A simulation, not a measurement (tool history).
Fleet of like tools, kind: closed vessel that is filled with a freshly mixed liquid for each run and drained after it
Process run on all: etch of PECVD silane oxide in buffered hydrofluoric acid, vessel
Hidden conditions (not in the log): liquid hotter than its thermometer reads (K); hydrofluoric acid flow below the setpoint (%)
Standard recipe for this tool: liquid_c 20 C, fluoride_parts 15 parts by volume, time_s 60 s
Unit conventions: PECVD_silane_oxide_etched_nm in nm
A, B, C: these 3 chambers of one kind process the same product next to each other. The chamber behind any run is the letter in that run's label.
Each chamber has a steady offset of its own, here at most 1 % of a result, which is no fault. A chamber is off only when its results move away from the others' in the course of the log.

run   hour  liquid_c  fluoride_parts  time_s  hours since the thermometer was replaced  hours since the hydrofluoric acid flow meter was replaced  read-back film thickness of the PECVD silane oxide reference wafer, read on the same gauge (nm)  PECVD_silane_oxide_etched_nm
 1A    5.9        20              15      60                                     956.3                                                     1264.6                                                                                              130                         76.76
 2B   11.3        20              15      60                                     301.2                                                      570.8                                                                                           130.01                        76.214
 3C   15.3        20              15      60                                     852.3                                                      183.5                                                                                           129.98                        76.285
 4A   18.6        20              15      60                                       969                                                     1277.3                                                                                           129.99                        75.495
 5B   24.2        20              15      60                                     314.1                                                      583.7                                                                                           130.01                        74.881
 6C   28.6        20              15      60                                     865.6                                                      196.8                                                                                           130.01                         76.51
 7A   33.4      23.5              15      60                                     983.8                                                     1292.1                                                                                           130.01                        91.477
 8C   40.6      23.5              15      60                                     877.6                                                      208.8                                                                                           129.99                        93.067
 9B   47.9      23.5              15      60                                     337.8                                                      607.4                                                                                           129.99                        92.337
10B   53.7        20              15      35                                     343.6                                                      613.2                                                                                              130                        44.622
11C   57.3        20              15      35                                     894.3                                                      225.5                                                                                           130.02                        44.752
12A   60.7        20              15      35                                    1011.1                                                     1319.4                                                                                           130.03                        44.501
13C   64.3        20              15      60                                     901.3                                                      232.5                                                                                           130.02                        76.545
14A   70.1        20              10      70                                    1020.5                                                     1328.8                                                                                           130.03                        132.04
15B   73.4        20              10      70                                     363.3                                                      632.9                                                                                           129.99                        130.98
16A   80.4        20              10      70                                    1030.8                                                     1339.1                                                                                           129.99                        130.41
17B   86.5        20              15      60                                     376.4                                                        646                                                                                           129.99                        75.558
18C   91.3        20              15      60                                     928.3                                                      259.5                                                                                              130                        76.077
19B   98.2        20              15      60                                     388.1                                                      657.7                                                                                              130                        75.637
20C  101.7        20              15      60                                     938.7                                                      269.9                                                                                           130.01                        76.838
21A    108        20              15      60                                    1058.4                                                     1366.7                                                                                           130.01                        75.119
22A  112.7        20              15      60                                    1063.1                                                     1371.4                                                                                              130                        76.442
23C  116.1        20              15      60                                     953.1                                                      284.3                                                                                           130.01                        76.047

Next, every chamber runs the same settings. What will each give?
24A  121.3        17              15      60                                                                                                                                                                                                                                   ?
24B  121.3        17              15      60                                                                                                                                                                                                                                   ?
24C  121.3        17              15      60                                                                                                                                                                                                                                   ?

run  PECVD_silane_oxide_etched_nm
24A                        63.685
24B                        63.841
24C                        64.719
